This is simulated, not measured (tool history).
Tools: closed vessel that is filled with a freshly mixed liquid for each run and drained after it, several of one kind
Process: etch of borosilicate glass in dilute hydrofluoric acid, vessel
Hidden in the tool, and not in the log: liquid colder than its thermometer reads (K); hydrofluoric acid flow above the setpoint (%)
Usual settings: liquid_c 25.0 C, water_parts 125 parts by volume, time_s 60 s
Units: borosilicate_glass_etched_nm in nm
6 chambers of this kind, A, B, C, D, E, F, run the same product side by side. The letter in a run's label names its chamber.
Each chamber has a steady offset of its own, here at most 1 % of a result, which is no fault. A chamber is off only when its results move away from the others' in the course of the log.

run   hour  liquid_c  water_parts  time_s  hours since the thermometer was replaced  hours since the hydrofluoric acid flow meter was replaced  read-back film thickness of the borosilicate glass reference wafer, read on the same gauge (nm)  borosilicate_glass_etched_nm
 1D    5.5      25.0          125      60                                    1871.4                                                      797.9                                                                                           70.020                       13.4060
       9.9  -- chamber C: hydrofluoric acid flow meter replaced
 2C   12.5      25.0          125      60                                    2471.5                                                        2.6                                                                                           69.962                       13.2640
 3F   16.7      25.0          125      60                                     713.1                                                      519.4                                                                                           69.987                       13.3040
 4E   22.7      25.0          125      60                                     567.5                                                      217.2                                                                                           70.006                       13.6430
 5B   29.3      22.5          185      60                                     797.4                                                     1300.1                                                                                           70.020                        7.6076
 6A   33.6      22.5          185      60                                     236.2                                                      405.0                                                                                           70.002                        7.6768
 7E   37.6      22.5          185      60                                     582.4                                                      232.1                                                                                           69.958                        7.7535
 8C   45.5      22.5          185      60                                    2504.5                                                       35.6                                                                                           70.017                        7.5825
 9D   50.1      22.5          185      60                                    1916.0                                                      842.5                                                                                           70.018                        7.7131
10A   56.9      22.5          185      60                                     259.5                                                      428.3                                                                                           70.000                        7.6511
11F   65.9      25.0          125      60                                     762.3                                                      568.6                                                                                           69.966                       13.4330
12B   73.6      25.0          125      60                                     841.7                                                     1344.4                                                                                           69.948                       13.3730
13F   79.4      25.0          125      60                                     775.8                                                      582.1                                                                                           69.989                       13.5340
14C   86.5      25.0           85      90                                    2545.5                                                       76.6                                                                                           70.012                       31.2150
15B   95.0      25.0           85      90                                     863.1                                                     1365.8                                                                                           69.993                       31.1060
      97.7  -- chamber D: thermometer replaced
16E  101.6      25.0           85      90                                     646.4                                                      296.1                                                                                           69.997                       30.9170
17A  106.9      25.0           85      90                                     309.5                                                      478.3                                                                                           69.974                       31.2020
18D  113.3      25.0           85      90                                      15.7                                                      905.7                                                                                           70.028                       31.1870
19E  120.8      25.0           85      90                                     665.6                                                      315.3                                                                                           69.998                       31.2170
20C  126.3      25.0          125      60                                    2585.3                                                      116.4                                                                                           69.976                       13.4340
21B  132.3      25.0          125      60                                     900.4                                                     1403.1                                                                                           69.993                       13.4640
22F  138.2      25.0          125      60                                     834.6                                                      640.9                                                                                           70.000                       13.1990
23A  144.1      25.0          125      60                                     346.7                                                      515.5                                                                                           70.049                       13.4050
24D  152.6      22.5          125      60                                      55.0                                                      945.0                                                                                           69.986                       12.2470
25A  158.7      22.5          125      60                                     361.3                                                      530.1                                                                                           69.977                       12.2520
26D  166.2      22.5          125      60                                      68.6                                                      958.6                                                                                           69.973                       12.3020
27F  175.0      22.5          125      60                                     871.4                                                      677.7                                                                                           70.005                       12.0840
28B  182.2      22.5          125      60                                     950.3                                                     1453.0                                                                                           69.959                       12.1270
29C  186.7      22.5          125      60                                    2645.7                                                      176.8                                                                                           70.011                       12.0040
30E  194.9      25.0          180      85                                     739.7                                                      389.4                                                                                           69.933                       12.3530
31C  199.9      25.0          180      85                                    2658.9                                                      190.0                                                                                           70.017                       12.2970
32B  204.8      25.0          180      85                                     972.9                                                     1475.6                                                                                           69.955                       12.3280
33A  208.9      25.0          180      85                                     411.5                                                      580.3                                                                                           70.014                       12.3850
34F  215.0      25.0          180      85                                     911.4                                                      717.7                                                                                           70.034                       12.4150
35D  224.0      25.0          180      85                                     126.4                                                     1016.4                                                                                           70.009                       12.5760
36E  231.5      25.0          125      60                                     776.3                                                      426.0                                                                                           70.013                       13.4220

What goes on in this fleet: one chamber off, a drifting gauge, or nothing beyond the chambers' own small offsets? Name the chamber and the cause, if any.

No chamber stands off beyond its own small offset, and the gauge holds steady.

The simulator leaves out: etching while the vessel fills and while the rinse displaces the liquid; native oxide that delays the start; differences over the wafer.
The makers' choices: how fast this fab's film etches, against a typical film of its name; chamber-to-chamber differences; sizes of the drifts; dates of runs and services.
